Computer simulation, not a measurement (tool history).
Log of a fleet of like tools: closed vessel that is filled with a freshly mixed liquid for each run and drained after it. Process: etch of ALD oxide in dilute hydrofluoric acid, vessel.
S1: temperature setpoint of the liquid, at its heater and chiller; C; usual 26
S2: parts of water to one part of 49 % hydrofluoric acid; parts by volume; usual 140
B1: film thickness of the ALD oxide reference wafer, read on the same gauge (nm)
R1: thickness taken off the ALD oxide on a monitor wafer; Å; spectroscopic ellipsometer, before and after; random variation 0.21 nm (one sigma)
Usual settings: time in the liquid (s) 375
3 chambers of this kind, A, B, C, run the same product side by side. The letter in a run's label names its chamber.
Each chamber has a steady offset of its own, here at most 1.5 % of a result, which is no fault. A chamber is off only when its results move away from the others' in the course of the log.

Run 1B, hour 3: usual settings; B1 149.96. Result: R1 275.68 Å.
Run 2A, hour 5.4: usual settings; B1 150. Result: R1 263.35 Å.
Run 3C, hour 8.6: usual settings; B1 150.02. Result: R1 267.39 Å.
Run 4A, hour 11.7: usual settings; B1 150. Result: R1 270.02 Å.
Run 5C, hour 15.3: usual settings; B1 149.98. Result: R1 270.89 Å.
Run 6B, hour 18.8: usual settings; B1 149.97. Result: R1 270.92 Å.
Run 7A, hour 21.9: usual settings; B1 149.95. Result: R1 263.97 Å.
Run 8B, hour 24: usual settings; B1 150.01. Result: R1 275.36 Å.
Run 9C, hour 28: usual settings; B1 150.06. Result: R1 269.39 Å.
Run 10A, hour 32.2: usual settings; B1 149.99. Result: R1 265 Å.
Run 11C, hour 35.8: usual settings but time in the liquid (s) 590; B1 150.03. Result: R1 421.61 Å.
Run 12B, hour 39.5: usual settings but time in the liquid (s) 590; B1 150.04. Result: R1 428.46 Å.
Run 13B, hour 42.9: usual settings but time in the liquid (s) 590; B1 150. Result: R1 423.11 Å.
Run 14C, hour 45.7: usual settings; B1 149.99. Result: R1 271.49 Å.
Run 15A, hour 49.8: usual settings; B1 150.01. Result: R1 269.94 Å.
Run 16A, hour 53.8: usual settings; B1 150.03. Result: R1 270.61 Å.
Run 17B, hour 55.9: usual settings; B1 150. Result: R1 275.71 Å.
Run 18C, hour 59.2: usual settings; B1 149.98. Result: R1 270.1 Å.
Run 19A, hour 61.1: usual settings; B1 149.97. Result: R1 269.29 Å.
Run 20C, hour 63.9: usual settings but S2 95 parts by volume; B1 149.97. Result: R1 424.93 Å.
Run 21B, hour 68.3: usual settings but S2 95 parts by volume; B1 149.99. Result: R1 431.91 Å.
Run 22B, hour 70.7: usual settings but S2 95 parts by volume; B1 149.98. Result: R1 436.7 Å.
Run 23C, hour 73.8: usual settings but S1 24 C, time in the liquid (s) 300; B1 150.01. Result: R1 201.84 Å.
Run 24A, hour 76.4: usual settings but S1 24 C, time in the liquid (s) 300; B1 149.96. Result: R1 201.68 Å.
Run 25C, hour 80.6: usual settings but S1 24 C, time in the liquid (s) 300; B1 150. Result: R1 200.12 Å.
Run 26A, hour 84.1: usual settings; B1 149.99. Result: R1 267.93 Å.
At hour 84.4: chamber C: thermometer replaced.
Run 27B, hour 87.8: usual settings; B1 150.02. Result: R1 281.47 Å.
Run 28B, hour 90.1: usual settings; B1 150.01. Result: R1 283.63 Å.
Run 29A, hour 94.2: usual settings; B1 149.99. Result: R1 264.01 Å.
Run 30C, hour 97.8: usual settings; B1 150. Result: R1 268.69 Å.
Run 31B, hour 102.2: usual settings; B1 150.02. Result: R1 282.98 Å.
Run 32C, hour 104.9: usual settings; B1 150.01. Result: R1 268.36 Å.
Run 33A, hour 108.6: usual settings; B1 149.99. Result: R1 271.71 Å.
Run 34B, hour 111.3: usual settings; B1 150.02. Result: R1 284.61 Å.
Run 35C, hour 114.6: usual settings; B1 149.96. Result: R1 268.84 Å.
Run 36A, hour 118.8: usual settings; B1 150.02. Result: R1 269.66 Å.
Run 37A, hour 122: usual settings; B1 149.99. Result: R1 267.17 Å.
Run 38B, hour 124.9: usual settings; B1 150. Result: R1 289.76 Å.
Run 39C, hour 129: usual settings; B1 149.99. Result: R1 266.86 Å.
Run 40A, hour 132.2: usual settings; B1 150.07. Result: R1 269.77 Å.
Run 41B, hour 134.6: usual settings; B1 150.01. Result: R1 292.53 Å.

Is one chamber off against the others, does the gauge drift, or is nothing wrong? If a chamber is off, say which, and what the likeliest cause is.

Chamber B drifts away from the others.
Cause: hydrofluoric acid flow above the setpoint (%) = 4.97.
The log may not tell that from: liquid hotter than its thermometer reads (K).

Here are 4 candidates for chamber B's next run, each the usual settings with a change, their results left as question marks. Which one brings its results back in line with what the others give on the usual settings?
In line means no further than this from the other chambers' mean on the usual settings: R1 7.3 Å
Run 42B-1, hour 137.8: usual settings but time in the liquid (s) 365. Result: R1 ?.
Run 42B-2, hour 137.8: usual settings but S2 145 parts by volume, time in the liquid (s) 360. Result: R1 ?.
Run 42B-3, hour 137.8: usual settings but S2 135 parts by volume, time in the liquid (s) 390. Result: R1 ?.
Run 42B-4, hour 137.8: usual settings but time in the liquid (s) 385. Result: R1 ?.

The other chambers' mean on the usual settings: R1 269.35 Å
  run      R1
42B-1  283.12
42B-2  268.03
42B-3   315.6
42B-4  298.63
42B-2 brings the chamber back in line.
